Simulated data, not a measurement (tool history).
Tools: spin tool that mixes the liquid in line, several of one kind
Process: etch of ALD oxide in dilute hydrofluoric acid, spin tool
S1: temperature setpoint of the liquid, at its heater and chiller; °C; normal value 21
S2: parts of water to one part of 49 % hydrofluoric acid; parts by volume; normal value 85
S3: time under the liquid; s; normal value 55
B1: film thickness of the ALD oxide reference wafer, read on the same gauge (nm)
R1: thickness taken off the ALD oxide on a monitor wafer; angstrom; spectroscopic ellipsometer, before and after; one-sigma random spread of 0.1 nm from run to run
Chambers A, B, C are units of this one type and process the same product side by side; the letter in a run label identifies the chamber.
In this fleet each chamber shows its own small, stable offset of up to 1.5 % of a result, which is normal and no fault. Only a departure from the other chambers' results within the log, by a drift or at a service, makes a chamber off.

run	hour	S1	S2	S3	B1	R1
1B	12.7	21	85	55	110.06	124.1
# hour 22: chamber B: thermometer replaced
2C	25	21	85	55	110	122.11
3A	32.8	21	85	55	110.06	126.29
4C	39.4	21	85	55	110.02	122.62
5A	47.2	21	85	55	109.99	124.51
6B	56.2	21	85	55	109.98	124.02
7C	66	21	85	55	109.98	124.65
# hour 78.7: chamber C: hydrofluoric acid flow meter replaced
8A	79.4	21	85	55	110	126.69
9B	89.1	21	85	55	109.96	126.93
10C	99.8	21	85	55	109.98	124.35
11B	110.3	21	85	55	110.02	123.09
12A	117.1	21	85	55	109.99	125.3
13B	130.2	21	85	55	109.99	125.73
14C	138.1	21	85	55	110.03	122.86
15A	148.1	21	85	55	109.98	129.66
16B	159.2	21	85	55	110	124.67
17C	167.7	21	85	55	110.03	122.08
18A	180.4	21	85	55	110.05	127.05
19A	186.8	23.5	85	55	110.01	143.77
20B	196	23.5	85	55	110.02	139.33
21C	208.3	23.5	85	55	109.99	137.09
22A	221.6	21	85	55	109.99	130.22
23C	227.6	21	85	55	110.02	123.34
24B	236.7	21	85	55	109.97	124.45
25A	248.2	21	85	30	109.97	71.235
26C	260.1	21	85	30	109.96	67.619
27B	268.1	21	85	30	110.01	66.901
28B	277.2	21	85	55	109.99	125.49
29C	286.4	21	85	55	109.97	124.02
30A	296.4	21	85	55	109.98	132.49
31C	309.3	21	85	55	110.01	125.08
32A	317.6	21	85	55	110	133.33
33B	325.7	21	85	55	110	125.76

Next, every chamber runs the same settings. What will each give?
34A	335.5	21	85	55		?
34B	335.5	21	85	55		?
34C	335.5	21	85	55		?

run	R1
34A	133.8
34B	124.62
34C	121.92
